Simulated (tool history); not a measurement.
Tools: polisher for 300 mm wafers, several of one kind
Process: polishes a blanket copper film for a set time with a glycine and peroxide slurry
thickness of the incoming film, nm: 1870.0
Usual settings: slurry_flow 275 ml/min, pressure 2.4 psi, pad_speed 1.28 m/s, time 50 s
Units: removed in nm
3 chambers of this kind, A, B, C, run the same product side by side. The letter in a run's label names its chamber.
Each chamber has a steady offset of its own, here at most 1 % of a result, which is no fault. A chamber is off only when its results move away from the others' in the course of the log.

run	hour	slurry_flow	pressure	pad_speed	time	removed
# hour 4.2: chamber A: head pressure recalibrated
1C	9.5	275	2.4	1.28	50	265.79
2B	19.3	275	2.4	1.28	50	271.74
3A	24	275	2.4	1.28	50	268.32
4A	31.1	275	2.4	1.28	50	266.57
# hour 38.6: chamber A: slurry nozzle cleaned
5C	41.3	275	2.4	1.28	50	261.93
# hour 44.5: chamber A: worn pad replaced by a new one
6B	46.6	275	2.4	1.28	50	270.26
7B	51.8	275	2.4	1.28	50	269.07
8A	57	275	2.4	1.28	50	262.13
9C	61.9	275	2.4	1.28	50	273.92
# hour 66.2: chamber B: worn pad replaced by a new one
10C	68.3	275	2.4	1.28	50	272.22
11B	78.3	275	2.4	1.28	50	272.05
# hour 84: chamber C: slurry nozzle cleaned
12A	88.2	275	2.4	1.28	50	274.83
# hour 89.4: chamber C: worn pad replaced by a new one
# hour 92.7: chamber B: slurry nozzle cleaned
13A	93.4	275	2.4	1.28	50	272.86
14B	99.7	275	2.4	1.28	50	264.84
15C	105.6	225	2.4	1.28	34	179.29
# hour 108.3: chamber A: worn pad replaced by a new one
16B	111.9	225	2.4	1.28	34	175.44
17C	116.6	225	2.4	1.28	34	181.99
18A	121.4	275	2.4	1.28	50	268.59
19B	127.3	275	2.4	1.28	50	263.15
20C	133.4	275	2.4	1.28	50	263.39
21A	139.9	275	2.4	1.28	50	266.44
22C	146.8	275	2.4	1.28	50	272.51
23B	154.8	275	2.4	1.28	50	261.87
24A	162.7	275	2.4	1.28	50	265.78

All 3 chambers run these settings next. Forecast each chamber's results:
25A	170.2	275	2.4	1.28	50	?
25B	170.2	275	2.4	1.28	50	?
25C	170.2	275	2.4	1.28	50	?

run	removed
25A	262.69
25B	263.54
25C	274.83
